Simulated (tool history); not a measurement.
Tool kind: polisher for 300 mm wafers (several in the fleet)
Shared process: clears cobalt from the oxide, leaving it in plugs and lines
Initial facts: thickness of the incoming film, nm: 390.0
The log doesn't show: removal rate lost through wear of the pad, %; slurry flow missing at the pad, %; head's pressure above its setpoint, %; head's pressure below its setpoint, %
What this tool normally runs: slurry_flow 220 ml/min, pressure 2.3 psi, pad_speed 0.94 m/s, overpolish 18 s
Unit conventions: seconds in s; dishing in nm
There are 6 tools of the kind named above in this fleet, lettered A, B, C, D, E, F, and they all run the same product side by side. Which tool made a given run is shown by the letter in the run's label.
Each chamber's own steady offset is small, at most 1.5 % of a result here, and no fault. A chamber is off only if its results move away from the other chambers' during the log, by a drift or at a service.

run,day,slurry_flow,pressure,pad_speed,overpolish,wafers polished on this pad,hours since the slurry nozzle was cleaned,hours since the head pressure was calibrated,seconds,dishing
1E,0.238,220,2.3,0.94,18,448,438.8,512.3,63.306,44.719
# day 0.404: chamber C: slurry nozzle cleaned
# day 0.575: chamber D: worn pad replaced by a new one
2F,0.633,220,2.3,0.94,18,536,663.1,243.6,62.491,43.759
3C,0.879,220,2.3,0.94,18,297,11.5,514.4,62.237,43.026
# day 1.275: chamber E: worn pad replaced by a new one
4B,1.421,220,2.3,0.94,18,562,260.6,1037.5,62.394,43.369
5A,1.804,220,2.3,0.94,18,1342,100.8,58.6,62.211,43.028
# day 2.05: chamber A: worn pad replaced by a new one
6D,2.138,220,2.3,0.94,18,338,258.9,87.6,62.789,44.011
# day 2.35: chamber B: worn pad replaced by a new one
7F,2.496,220,2.3,0.94,18,940,707.8,288.3,63.598,44.853
# day 2.642: chamber D: slurry nozzle cleaned
8D,2.946,220,2.9,0.94,21,513,7.3,107,48.66,47.631
9B,3.35,220,2.9,0.94,21,217,306.9,1083.8,48.945,46.767
10A,3.6,220,2.9,0.94,21,335,143.9,101.7,49.341,47.601
# day 3.717: chamber C: worn pad replaced by a new one
# day 3.812: chamber F: worn pad replaced by a new one
# day 3.908: chamber E: worn pad replaced by a new one
11C,4.038,220,2.9,0.94,21,70,87.3,590.2,49.64,45.431
12E,4.471,220,2.9,0.94,21,122,540.4,613.9,49.877,45.719
13F,4.992,220,2.9,0.94,21,256,767.7,348.2,49.035,46.09
14B,5.417,220,2.3,0.94,18,664,356.5,1133.4,63.263,44.063
# day 5.558: chamber D: worn pad replaced by a new one
15D,5.733,220,2.3,0.94,18,38,74.2,173.9,62.868,42.894
16A,6.25,220,2.3,0.94,18,910,207.5,165.3,61.741,42.997
# day 6.562: chamber B: worn pad replaced by a new one
17E,6.683,220,2.3,0.94,18,601,593.5,667,63.047,44.676
# day 6.942: chamber E: worn pad replaced by a new one
18C,7.162,220,2.3,0.94,18,747,162.3,665.2,62.953,43
# day 7.308: chamber F: head pressure recalibrated
19B,7.7,220,2.3,0.94,18,246,411.3,1188.2,61.951,43.202
# day 7.775: chamber A: worn pad replaced by a new one
20A,8.096,220,2.3,0.94,18,70,251.8,209.6,60.988,45.186
# day 8.433: chamber F: slurry nozzle cleaned
21C,8.508,220,2.3,0.94,18,1038,194.6,697.5,62.407,42.492
# day 8.888: chamber C: worn pad replaced by a new one
22D,8.933,220,1.8,0.94,14,731,151,250.7,80.007,35.688
# day 9.262: chamber C: slurry nozzle cleaned
23F,9.275,220,1.8,0.94,14,1184,20.2,47.2,73.122,36.782
# day 9.312: chamber F: worn pad replaced by a new one
# day 9.696: chamber E: worn pad replaced by a new one
24E,9.721,220,1.8,0.94,14,5,666.4,739.9,81.182,37.474
# day 9.738: chamber D: worn pad replaced by a new one
25C,10.217,220,1.8,0.94,14,288,23,738.5,79.885,36.088
26A,10.521,220,1.8,0.94,14,595,310,267.8,78.204,35.701
# day 10.538: chamber B: worn pad replaced by a new one
# day 10.808: chamber A: slurry nozzle cleaned
27F,10.838,220,1.8,0.94,14,330,57.7,84.7,73.448,36.688
28E,11.321,220,2.3,0.94,18,352,704.8,778.3,63.943,44.054
# day 11.554: chamber B: head pressure recalibrated
29B,11.65,220,2.3,0.94,18,241,506.1,2.4,60.938,43.923
30D,12.046,220,2.3,0.94,18,500,225.7,325.4,61.327,43.591
# day 12.312: chamber E: worn pad replaced by a new one
31C,12.504,220,2.3,0.94,18,784,77.9,793.4,62.408,42.789
# day 12.858: chamber B: slurry nozzle cleaned
32A,12.929,220,2.3,0.94,18,1117,51,325.6,61.41,45.491
# day 13.221: chamber C: worn pad replaced by a new one
33E,13.458,220,2.3,0.94,18,248,756.1,829.6,62.951,44.567
# day 13.792: chamber D: worn pad replaced by a new one
34B,13.804,220,2.3,0.94,18,708,22.7,54.1,62.098,45.284
# day 14.162: chamber F: worn pad replaced by a new one
35D,14.179,220,2.3,0.94,18,84,276.9,376.6,60.438,43.348
36F,14.638,285,3,0.94,18,103,148.9,175.9,42.837,44.621
37C,14.912,285,3,0.94,18,366,135.7,851.2,46.362,45.777
38D,15.192,285,3,0.94,18,303,301.2,400.9,47.011,46.274

All chambers now run identical settings, listed one chamber a line with results as question marks. What results will each chamber show?
39A,15.579,220,2.3,0.94,18,,,,?,?
39B,15.579,220,2.3,0.94,18,,,,?,?
39C,15.579,220,2.3,0.94,18,,,,?,?
39D,15.579,220,2.3,0.94,18,,,,?,?
39E,15.579,220,2.3,0.94,18,,,,?,?
39F,15.579,220,2.3,0.94,18,,,,?,?

run,seconds,dishing
39A,62.304,43.827
39B,62.679,45.195
39C,63.352,42.859
39D,61.966,42.674
39E,61.178,44.525
39F,57.175,43.72
